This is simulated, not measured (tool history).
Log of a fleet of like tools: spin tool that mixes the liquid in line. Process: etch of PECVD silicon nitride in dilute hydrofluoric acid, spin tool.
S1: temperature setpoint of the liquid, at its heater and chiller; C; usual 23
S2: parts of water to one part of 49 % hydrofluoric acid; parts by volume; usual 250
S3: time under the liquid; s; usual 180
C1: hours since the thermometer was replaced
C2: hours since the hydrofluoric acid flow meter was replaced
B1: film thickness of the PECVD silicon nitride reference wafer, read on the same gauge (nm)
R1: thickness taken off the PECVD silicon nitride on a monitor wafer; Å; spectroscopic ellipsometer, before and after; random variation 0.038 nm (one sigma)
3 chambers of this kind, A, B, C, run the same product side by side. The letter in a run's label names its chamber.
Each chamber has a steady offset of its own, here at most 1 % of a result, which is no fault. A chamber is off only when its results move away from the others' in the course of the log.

run  hour  S1   S2   S3      C1     C2      B1      R1
 1A   3.7  23  250  180    33.9  355.7  130.00  38.180
 2C   6.2  23  250  180  1500.0  213.1  129.99  38.323
 3B   8.3  23  250  180   718.9  141.4  130.02  38.033
 4A  10.8  23  250  180    41.0  362.8  129.98  38.676
 5B  14.7  23  250  180   725.3  147.8  130.00  37.785
 6C  18.5  23  250  180  1512.3  225.4  130.00  38.770
 7C  23.0  23  250  180  1516.8  229.9  130.01  38.743
 8B  25.5  23  250  180   736.1  158.6  129.98  37.716
 9A  30.0  23  250  180    60.2  382.0  130.00  38.796
10C  33.0  23  250  180  1526.8  239.9  129.98  38.596
11A  35.9  23  250  180    66.1  387.9  130.02  39.965
12B  39.8  23  250  180   750.4  172.9  130.02  37.693
13A  43.2  23  250  180    73.4  395.2  130.02  40.389
14C  45.8  23  250  180  1539.6  252.7  130.01  37.973
15B  49.7  23  250  180   760.3  182.8  129.98  38.428
16B  53.3  23  250  180   763.9  186.4  130.00  38.097
17A  56.8  23  250  180    87.0  408.8  129.97  40.460
18C  60.1  23  250  180  1553.9  267.0  130.00  38.350
19C  63.4  23  250  180  1557.2  270.3  130.01  38.682
20A  66.8  23  250  180    97.0  418.8  130.00  40.802
21B  69.1  23  210  125   779.7  202.2  130.01  31.959
22B  73.7  23  210  125   784.3  206.8  130.00  31.501
23C  76.9  23  210  125  1570.7  283.8  129.99  31.280
24A  79.8  23  250  180   110.0  431.8  130.00  41.881

What goes on in this fleet: one chamber off, a drifting gauge, or nothing beyond the chambers' own small offsets? Name the chamber and the cause, if any.

Chamber A drifts away from the others.
Cause: hydrofluoric acid flow above the setpoint (%) = 8.79.
The log may not tell that from: liquid hotter than its thermometer reads (K).

Here are 4 candidates for chamber A's next run, each the usual settings with a change, their results left as question marks. Which one brings its results back in line with what the others give on the usual settings?
In line means no further than this from the other chambers' mean on the usual settings: R1 1.300 Å
25A-1  83.2  23.0  250  175               ?
25A-2  83.2  23.0  245  180               ?
25A-3  83.2  23.5  250  190               ?
25A-4  83.2  23.0  255  170               ?

The other chambers' mean on the usual settings: R1 38.384 Å
  run      R1
25A-1  40.653
25A-2  42.669
25A-3  45.579
25A-4  38.718
25A-4 brings the chamber back in line.
